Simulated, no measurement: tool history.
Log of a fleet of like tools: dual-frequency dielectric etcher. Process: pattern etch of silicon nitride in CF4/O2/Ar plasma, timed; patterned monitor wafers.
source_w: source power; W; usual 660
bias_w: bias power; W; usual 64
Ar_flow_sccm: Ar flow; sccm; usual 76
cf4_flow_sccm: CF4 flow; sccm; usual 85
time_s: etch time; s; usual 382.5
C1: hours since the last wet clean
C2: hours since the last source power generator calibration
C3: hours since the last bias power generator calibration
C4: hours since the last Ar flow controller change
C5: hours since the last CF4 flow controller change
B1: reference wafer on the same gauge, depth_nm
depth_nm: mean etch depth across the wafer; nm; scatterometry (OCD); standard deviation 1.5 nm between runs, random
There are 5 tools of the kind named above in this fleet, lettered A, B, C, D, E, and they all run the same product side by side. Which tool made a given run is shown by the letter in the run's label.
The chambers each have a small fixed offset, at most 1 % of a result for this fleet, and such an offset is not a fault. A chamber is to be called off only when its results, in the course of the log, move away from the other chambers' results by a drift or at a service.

Run 1A, hour 2.6: usual settings; C1 114; C2 765.8; C3 2434.7; C4 2030.1; C5 4014.8; B1 1230.7. Result: depth_nm 1021.8 nm.
At hour 4.7: chamber D: bias power generator calibrated.
Run 2D, hour 5.5: usual settings; C1 513.9; C2 1650.7; C3 0.8; C4 1446.7; C5 389.2; B1 1230.5. Result: depth_nm 1027.1 nm.
Run 3B, hour 9.9: usual settings; C1 253.5; C2 1301.6; C3 907.3; C4 4474.4; C5 1753.9; B1 1230.1. Result: depth_nm 1039.1 nm.
Run 4E, hour 14.7: usual settings; C1 424.9; C2 1351.5; C3 2581.7; C4 2402.1; C5 709.1; B1 1231. Result: depth_nm 1037.3 nm.
Run 5C, hour 17.7: usual settings; C1 40.7; C2 153.2; C3 945.5; C4 1793.3; C5 4518; B1 1231.1. Result: depth_nm 1032.1 nm.
Run 6D, hour 20.5: usual settings; C1 528.9; C2 1665.7; C3 15.8; C4 1461.7; C5 404.2; B1 1231.2. Result: depth_nm 1027.1 nm.
Run 7E, hour 23.9: usual settings; C1 434.1; C2 1360.7; C3 2590.9; C4 2411.3; C5 718.3; B1 1231. Result: depth_nm 1036.1 nm.
Run 8A, hour 28.1: usual settings; C1 139.5; C2 791.3; C3 2460.2; C4 2055.6; C5 4040.3; B1 1230.8. Result: depth_nm 1024.2 nm.
Run 9C, hour 32.8: usual settings; C1 55.8; C2 168.3; C3 960.6; C4 1808.4; C5 4533.1; B1 1231.2. Result: depth_nm 1033.8 nm.
Run 10B, hour 36.5: usual settings; C1 280.1; C2 1328.2; C3 933.9; C4 4501; C5 1780.5; B1 1231.8. Result: depth_nm 1041.1 nm.
Run 11C, hour 39.4: usual settings; C1 62.4; C2 174.9; C3 967.2; C4 1815; C5 4539.7; B1 1231.5. Result: depth_nm 1031.3 nm.
Run 12D, hour 43.7: usual settings; C1 552.1; C2 1688.9; C3 39; C4 1484.9; C5 427.4; B1 1231.9. Result: depth_nm 1026.6 nm.
Run 13A, hour 48.7: usual settings but cf4_flow_sccm 71 sccm; C1 160.1; C2 811.9; C3 2480.8; C4 2076.2; C5 4060.9; B1 1232.1. Result: depth_nm 1003.5 nm.
Run 14B, hour 53: usual settings but cf4_flow_sccm 71 sccm; C1 296.6; C2 1344.7; C3 950.4; C4 4517.5; C5 1797; B1 1232.3. Result: depth_nm 1018.3 nm.
Run 15E, hour 56: usual settings but cf4_flow_sccm 71 sccm; C1 466.2; C2 1392.8; C3 2623; C4 2443.4; C5 750.4; B1 1232.7. Result: depth_nm 1015.4 nm.
Run 16B, hour 58.3: usual settings but cf4_flow_sccm 71 sccm; C1 301.9; C2 1350; C3 955.7; C4 4522.8; C5 1802.3; B1 1232.4. Result: depth_nm 1017.7 nm.
Run 17C, hour 63.2: usual settings but cf4_flow_sccm 71 sccm; C1 86.2; C2 198.7; C3 991; C4 1838.8; C5 4563.5; B1 1233.4. Result: depth_nm 1013.5 nm.
Run 18E, hour 65.9: usual settings; C1 476.1; C2 1402.7; C3 2632.9; C4 2453.3; C5 760.3; B1 1233.2. Result: depth_nm 1037.7 nm.
Run 19A, hour 68.2: usual settings; C1 179.6; C2 831.4; C3 2500.3; C4 2095.7; C5 4080.4; B1 1233.2. Result: depth_nm 1025.1 nm.
At hour 70.5: chamber A: bias power generator calibrated.
Run 20D, hour 72.2: usual settings but source_w 750 W, time_s 288 s; C1 580.6; C2 1717.4; C3 67.5; C4 1513.4; C5 455.9; B1 1232.9. Result: depth_nm 868.68 nm.
Run 21C, hour 76.5: usual settings but source_w 750 W, time_s 288 s; C1 99.5; C2 212; C3 1004.3; C4 1852.1; C5 4576.8; B1 1233.7. Result: depth_nm 872.1 nm.
Run 22E, hour 80.3: usual settings but source_w 750 W, time_s 288 s; C1 490.5; C2 1417.1; C3 2647.3; C4 2467.7; C5 774.7; B1 1233.7. Result: depth_nm 873.26 nm.
Run 23A, hour 84.4: usual settings but source_w 750 W, time_s 288 s; C1 195.8; C2 847.6; C3 14; C4 2111.9; C5 4096.6; B1 1234.5. Result: depth_nm 862.98 nm.
Run 24B, hour 87.9: usual settings but source_w 750 W, time_s 288 s; C1 331.5; C2 1379.6; C3 985.3; C4 4552.4; C5 1831.9; B1 1234.3. Result: depth_nm 877.24 nm.
Run 25D, hour 92.6: usual settings; C1 601; C2 1737.8; C3 87.9; C4 1533.8; C5 476.3; B1 1234.3. Result: depth_nm 1027.3 nm.
Run 26D, hour 95.4: usual settings but Ar_flow_sccm 88 sccm; C1 603.8; C2 1740.6; C3 90.7; C4 1536.6; C5 479.1; B1 1234.4. Result: depth_nm 1014.4 nm.
Run 27B, hour 98.8: usual settings but Ar_flow_sccm 88 sccm; C1 342.4; C2 1390.5; C3 996.2; C4 4563.3; C5 1842.8; B1 1234.5. Result: depth_nm 1022.5 nm.
Run 28E, hour 102.5: usual settings but Ar_flow_sccm 88 sccm; C1 512.7; C2 1439.3; C3 2669.5; C4 2489.9; C5 796.9; B1 1234.4. Result: depth_nm 1021.8 nm.
Run 29C, hour 106.6: usual settings but Ar_flow_sccm 88 sccm; C1 129.6; C2 242.1; C3 1034.4; C4 1882.2; C5 4606.9; B1 1235.3. Result: depth_nm 1019.9 nm.
Run 30A, hour 111.6: usual settings but Ar_flow_sccm 88 sccm; C1 223; C2 874.8; C3 41.2; C4 2139.1; C5 4123.8; B1 1235. Result: depth_nm 1011.8 nm.
Run 31E, hour 116.4: usual settings; C1 526.6; C2 1453.2; C3 2683.4; C4 2503.8; C5 810.8; B1 1235.6. Result: depth_nm 1038.5 nm.
Run 32D, hour 119.4: usual settings; C1 627.8; C2 1764.6; C3 114.7; C4 1560.6; C5 503.1; B1 1235.3. Result: depth_nm 1030.8 nm.
Run 33B, hour 124: usual settings; C1 367.6; C2 1415.7; C3 1021.4; C4 4588.5; C5 1868; B1 1235.4. Result: depth_nm 1042.2 nm.
Run 34A, hour 127.7: usual settings; C1 239.1; C2 890.9; C3 57.3; C4 2155.2; C5 4139.9; B1 1235.9. Result: depth_nm 1027.8 nm.
Run 35C, hour 130.8: usual settings; C1 153.8; C2 266.3; C3 1058.6; C4 1906.4; C5 4631.1; B1 1236.1. Result: depth_nm 1039.6 nm.
Run 36E, hour 134.6: usual settings; C1 544.8; C2 1471.4; C3 2701.6; C4 2522; C5 829; B1 1235.7. Result: depth_nm 1038.8 nm.
Run 37C, hour 137.6: usual settings but bias_w 74 W, time_s 321.5 s; C1 160.6; C2 273.1; C3 1065.4; C4 1913.2; C5 4637.9; B1 1236.1. Result: depth_nm 922.82 nm.
Run 38B, hour 141.1: usual settings but bias_w 74 W, time_s 321.5 s; C1 384.7; C2 1432.8; C3 1038.5; C4 4605.6; C5 1885.1; B1 1236.4. Result: depth_nm 930.58 nm.
At hour 143.2: chamber D: wet clean of the chamber.
Run 39D, hour 145.9: usual settings but bias_w 74 W, time_s 321.5 s; C1 2.7; C2 1791.1; C3 141.2; C4 1587.1; C5 529.6; B1 1236.7. Result: depth_nm 915.21 nm.
Run 40A, hour 148.7: usual settings but bias_w 74 W, time_s 321.5 s; C1 260.1; C2 911.9; C3 78.3; C4 2176.2; C5 4160.9; B1 1236.4. Result: depth_nm 910.75 nm.
Run 41E, hour 153.7: usual settings but bias_w 74 W, time_s 321.5 s; C1 563.9; C2 1490.5; C3 2720.7; C4 2541.1; C5 848.1; B1 1236.8. Result: depth_nm 925.61 nm.
Run 42B, hour 157.7: usual settings; C1 401.3; C2 1449.4; C3 1055.1; C4 4622.2; C5 1901.7; B1 1237.5. Result: depth_nm 1042.1 nm.
Run 43C, hour 161: usual settings; C1 184; C2 296.5; C3 1088.8; C4 1936.6; C5 4661.3; B1 1237.6. Result: depth_nm 1036.3 nm.

Read the log: is a single chamber off, either drifting away or since a service, is the gauge that measures every chamber drifting, or is nothing wrong beyond small per-chamber offsets? Name any odd chamber and what most likely caused it.

None of the chambers is off. What moves is the gauge, dragging all their readings along together.
Likeliest cause: gauge reads high (%) = 0.612.

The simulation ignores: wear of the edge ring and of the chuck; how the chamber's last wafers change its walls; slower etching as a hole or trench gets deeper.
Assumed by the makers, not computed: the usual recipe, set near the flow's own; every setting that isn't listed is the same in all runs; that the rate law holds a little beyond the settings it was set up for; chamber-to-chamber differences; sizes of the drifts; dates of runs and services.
